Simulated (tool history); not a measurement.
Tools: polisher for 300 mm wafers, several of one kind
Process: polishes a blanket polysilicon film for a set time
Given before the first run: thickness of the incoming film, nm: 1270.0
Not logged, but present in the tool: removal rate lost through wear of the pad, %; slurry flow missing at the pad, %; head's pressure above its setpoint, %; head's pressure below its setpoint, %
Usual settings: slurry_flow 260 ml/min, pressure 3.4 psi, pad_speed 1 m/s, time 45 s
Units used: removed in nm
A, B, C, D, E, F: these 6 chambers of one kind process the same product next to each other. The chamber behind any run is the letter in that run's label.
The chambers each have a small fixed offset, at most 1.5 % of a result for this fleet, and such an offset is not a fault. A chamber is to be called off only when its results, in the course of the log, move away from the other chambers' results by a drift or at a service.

run,day,slurry_flow,pressure,pad_speed,time,wafers polished on this pad,hours since the slurry nozzle was cleaned,hours since the head pressure was calibrated,removed
# day 0.079: chamber F: worn pad replaced by a new one
1D,0.25,260,3.4,1,45,664,344.4,1421.9,481.62
# day 0.396: chamber A: worn pad replaced by a new one
2A,0.462,260,3.4,1,45,25,159.8,535.2,487.11
3F,0.604,260,3.4,1,45,194,248.6,671.4,480.41
4E,0.842,260,3.4,1,45,772,524.2,142.7,481.22
# day 0.929: chamber B: worn pad replaced by a new one
5B,0.988,260,3.4,1,45,22,338,320.6,482.78
6C,1.188,260,3.4,1,45,988,127.7,206.7,488.26
# day 1.275: chamber E: worn pad replaced by a new one
7E,1.4,260,3.4,1,45,46,537.6,156.1,482.66
# day 1.512: chamber C: worn pad replaced by a new one
8F,1.546,260,3.4,1,45,540,271.2,694,482.82
9C,1.812,260,3.4,1,45,111,142.7,221.7,481.03
# day 2.038: chamber D: worn pad replaced by a new one
10D,2.075,260,3.4,1,45,14,388.2,1465.7,479.82
11B,2.367,260,3.4,1,45,530,371.1,353.7,478.59
12A,2.625,260,3.4,1,45,820,211.7,587.1,484.94
13A,2.858,190,3.4,1,53,906,217.3,592.7,548.48
14E,3.029,190,3.4,1,53,645,576.7,195.2,540.35
# day 3.121: chamber A: worn pad replaced by a new one
# day 3.225: chamber F: worn pad replaced by a new one
15F,3.3,190,3.4,1,53,28,313.3,736.1,547.72
16D,3.504,190,3.4,1,53,540,422.5,1500,545.21
# day 3.533: chamber B: worn pad replaced by a new one
17C,3.746,190,3.4,1,53,823,189.1,268.1,546.93
# day 3.925: chamber E: worn pad replaced by a new one
18B,3.967,190,3.4,1,53,159,409.5,392.1,544.91
19A,4.142,260,3.4,1,45,376,248.1,623.5,486.82
# day 4.192: chamber C: worn pad replaced by a new one
20D,4.275,295,3.4,1.16,45,824,441,1518.5,567.93
21B,4.438,295,3.4,1.16,45,333,420.8,403.4,561.83
22E,4.633,295,3.4,1.16,45,261,615.2,233.7,566.88
23C,4.821,295,3.4,1.16,45,232,214.9,293.9,569.05
24F,4.979,295,3.4,1.16,45,646,353.6,776.4,573.79
# day 5.167: chamber D: head pressure recalibrated
25A,5.262,295,3.4,1.16,45,788,275,650.4,568.62
# day 5.35: chamber D: worn pad replaced by a new one
26B,5.396,260,3.4,1,45,685,443.8,426.4,488.22
27F,5.692,260,3.4,1,45,908,370.7,793.5,480.08
# day 5.717: chamber A: worn pad replaced by a new one
# day 5.838: chamber B: worn pad replaced by a new one
# day 5.954: chamber F: worn pad replaced by a new one
28E,5.971,260,3.4,1,45,753,647.3,265.8,478.65
29C,6.146,260,2.5,1,45,719,246.7,325.7,356.2
30D,6.308,260,2.5,1,45,353,489.8,27.4,389.87
# day 6.504: chamber E: worn pad replaced by a new one
31F,6.567,260,2.5,1,45,226,391.7,814.5,355.1
32A,6.725,260,2.5,1,45,371,310.1,685.5,356.28
33C,6.9,260,2.5,1,45,997,264.8,343.8,353.66
34E,7.062,260,2.5,1,45,206,673.5,292,357.37
35D,7.317,260,3.4,1,45,724,514,51.6,529.94
# day 7.417: chamber C: worn pad replaced by a new one
36B,7.554,260,3.4,1,45,632,495.6,478.2,480.39
37D,7.729,260,3.4,1,45,876,523.9,61.5,530.98
38E,7.954,260,3.4,1,45,535,694.9,313.4,482.32
39C,8.217,260,3.4,1,45,294,296.4,375.4,486.14
40A,8.454,260,3.4,1,45,1007,351.6,727,482.73

For the next run the whole fleet of 6 chambers uses the same settings. Give each chamber's results:
41A,8.671,260,3.4,1,45,,,,?
41B,8.671,260,3.4,1,45,,,,?
41C,8.671,260,3.4,1,45,,,,?
41D,8.671,260,3.4,1,45,,,,?
41E,8.671,260,3.4,1,45,,,,?
41F,8.671,260,3.4,1,45,,,,?

run,removed
41A,479.64
41B,478.61
41C,482.15
41D,523.75
41E,477.67
41F,481.44
